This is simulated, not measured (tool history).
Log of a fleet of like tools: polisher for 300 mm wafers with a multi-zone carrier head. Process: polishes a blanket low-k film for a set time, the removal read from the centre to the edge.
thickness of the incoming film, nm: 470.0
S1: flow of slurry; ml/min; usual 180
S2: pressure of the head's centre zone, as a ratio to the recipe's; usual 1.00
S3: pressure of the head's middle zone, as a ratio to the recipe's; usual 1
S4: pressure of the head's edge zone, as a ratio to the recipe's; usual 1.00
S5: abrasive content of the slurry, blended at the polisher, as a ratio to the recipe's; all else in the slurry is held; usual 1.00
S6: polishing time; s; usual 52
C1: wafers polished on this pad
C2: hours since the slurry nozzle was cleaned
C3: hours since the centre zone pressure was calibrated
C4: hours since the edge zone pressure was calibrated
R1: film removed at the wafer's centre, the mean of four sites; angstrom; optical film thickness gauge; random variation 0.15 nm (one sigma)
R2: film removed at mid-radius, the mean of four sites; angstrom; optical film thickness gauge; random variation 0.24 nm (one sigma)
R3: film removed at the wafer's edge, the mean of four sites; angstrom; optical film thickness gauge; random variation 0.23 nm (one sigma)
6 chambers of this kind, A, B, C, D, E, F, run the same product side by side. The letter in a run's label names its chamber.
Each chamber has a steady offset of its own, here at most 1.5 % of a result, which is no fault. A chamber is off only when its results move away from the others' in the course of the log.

run	hour	S1	S2	S3	S4	S5	S6	C1	C2	C3	C4	R1	R2	R3
1E	2.8	180	1.00	1	1.00	1.00	52	619	256.1	643.3	340.1	217.37	224.40	218.62
2A	6.4	180	1.00	1	1.00	1.00	52	255	547.8	677.9	461.4	220.69	219.50	220.70
3B	10.8	180	1.00	1	1.00	1.00	52	1343	225.1	331.1	776.3	216.78	219.18	214.77
# hour 13.7: chamber F: worn pad replaced by a new one
4F	14.1	180	1.00	1	1.00	1.00	52	4	48.7	342.0	911.0	216.13	221.51	215.26
5D	17.0	180	1.00	1	1.00	1.00	52	373	109.0	193.0	856.1	216.76	214.99	214.87
# hour 20.5: chamber F: centre zone pressure recalibrated
6C	22.1	180	1.00	1	1.00	1.00	52	1317	213.4	176.0	258.8	218.66	217.62	216.95
# hour 25.6: chamber C: worn pad replaced by a new one
7B	26.3	180	1.00	1	1.10	1.20	52	1482	240.6	346.6	791.8	238.57	238.55	249.19
# hour 26.6: chamber D: worn pad replaced by a new one
# hour 29.0: chamber B: worn pad replaced by a new one
8E	29.0	180	1.00	1	1.10	1.20	52	855	282.3	669.5	366.3	235.15	236.60	247.96
9F	32.9	180	1.00	1	1.10	1.20	52	173	67.5	12.5	929.8	239.03	238.49	251.14
10A	36.4	180	1.00	1	1.10	1.20	52	525	577.8	707.9	491.4	237.03	233.57	245.49
11C	41.6	180	1.00	1	1.10	1.20	52	144	232.9	195.5	278.3	235.25	231.53	249.66
# hour 42.7: chamber A: worn pad replaced by a new one
12D	46.6	180	1.00	1	1.10	1.20	52	180	138.6	222.6	885.7	237.69	236.87	247.09
# hour 47.6: chamber E: worn pad replaced by a new one
13D	50.6	180	1.00	1	1.00	1.00	52	216	142.6	226.6	889.7	218.34	217.44	222.57
14C	54.5	180	1.00	1	1.00	1.00	52	260	245.8	208.4	291.2	216.85	215.61	217.70
15F	58.7	180	1.00	1	1.00	1.00	52	405	93.3	38.3	955.6	217.14	224.48	213.98
16A	63.0	215	1.00	1	0.93	1.00	52	182	604.4	734.5	518.0	227.54	220.78	217.99
17B	66.4	215	1.00	1	0.93	1.00	52	337	280.7	386.7	831.9	225.10	224.75	211.82
18E	69.8	215	1.00	1	0.93	1.00	52	200	323.1	710.3	407.1	223.92	222.32	214.74
19C	75.0	215	1.00	1	0.93	1.00	52	444	266.3	228.9	311.7	223.00	222.17	213.75
20F	79.5	215	1.00	1	0.93	1.00	52	592	114.1	59.1	976.4	225.23	224.72	216.33
21A	84.3	215	1.00	1	0.93	1.00	52	374	625.7	755.8	539.3	226.56	221.01	217.80
# hour 85.4: chamber D: worn pad replaced by a new one
# hour 86.0: chamber D: edge zone pressure recalibrated
22E	89.2	180	1.00	1	1.00	1.00	52	374	342.5	729.7	426.5	219.88	224.69	220.39
23D	93.8	180	1.00	1	1.00	1.00	52	76	185.8	269.8	7.8	217.81	220.87	223.14
24B	96.3	180	1.00	1	1.00	1.00	52	606	310.6	416.6	861.8	217.17	219.03	212.78
25B	100.8	180	1.00	1	1.00	1.00	52	646	315.1	421.1	866.3	221.07	215.71	215.02
26D	105.0	180	0.96	1	1.00	1.00	60	177	197.0	281.0	19.0	241.79	250.02	253.33
27F	108.8	180	0.96	1	1.00	1.00	60	856	143.4	88.4	1005.7	238.62	254.97	252.71
# hour 110.2: chamber A: worn pad replaced by a new one
28A	113.9	180	0.96	1	1.00	1.00	60	33	655.3	785.4	568.9	242.63	252.41	254.64
29C	116.6	180	0.96	1	1.00	1.00	60	819	307.9	270.5	353.3	231.82	242.81	244.87
30E	120.0	180	0.96	1	1.00	1.00	60	651	373.3	760.5	457.3	240.13	253.62	251.74
31F	122.5	180	0.96	1	1.00	1.00	60	979	157.1	102.1	1019.4	239.52	249.99	251.17
# hour 123.5: chamber B: centre zone pressure recalibrated
32C	125.8	180	1.00	1	1.00	1.00	52	901	317.1	279.7	362.5	209.51	201.77	207.46
33E	130.9	180	1.00	1	1.00	1.00	52	749	384.2	771.4	468.2	216.69	216.76	218.31
34B	134.9	180	1.00	1	1.00	1.00	52	953	349.2	11.5	900.4	221.16	222.96	215.31
35A	137.5	180	1.00	1	1.09	0.75	52	245	678.9	809.0	592.5	191.95	187.92	200.14
# hour 138.6: chamber D: worn pad replaced by a new one
36D	141.2	180	1.00	1	1.09	0.75	52	24	233.2	317.2	55.2	189.32	187.70	197.24
37E	143.6	180	1.00	1	1.09	0.75	52	864	396.9	784.1	480.9	189.74	192.77	197.63
38B	148.0	180	1.00	1	1.09	0.75	52	1071	362.3	24.6	913.5	191.89	189.72	197.21
39D	152.7	180	1.00	1	1.09	0.75	52	127	244.7	328.7	66.7	192.65	193.72	203.04
40C	156.4	180	1.00	1	1.09	0.75	52	1177	347.7	310.3	393.1	173.06	176.26	184.69

What goes on in this fleet: one chamber off, a drifting gauge, or nothing beyond the chambers' own small offsets? Name the chamber and the cause, if any.

Chamber C drifts away from the others.
Cause: slurry flow missing at the pad, % = 34.5.
The log may not tell that from: removal rate lost through wear of the pad, %.

Here are 4 candidates for chamber C's next run, each the usual settings with a change, their results left as question marks. Which one brings its results back in line with what the others give on the usual settings?
In line means no further than this from the other chambers' mean on the usual settings: R1 5.30 angstrom; R2 8.30 angstrom; R3 8.00 angstrom
41C-1	160.2	185	1.02	1.02	0.98	1.00	55					?	?	?
41C-2	160.2	190	1.02	1.04	0.97	1.05	57					?	?	?
41C-3	160.2	175	0.98	0.98	1.02	1.00	49					?	?	?
41C-4	160.2	170	0.97	0.97	1.03	0.95	48					?	?	?

The other chambers' mean on the usual settings: R1 218.14 angstrom; R2 218.20 angstrom; R3 217.89 angstrom
run	R1	R2	R3
41C-1	217.05	215.55	215.53
41C-2	231.54	233.81	227.97
41C-3	182.18	182.81	194.50
41C-4	170.91	172.06	186.18
41C-1 brings the chamber back in line.
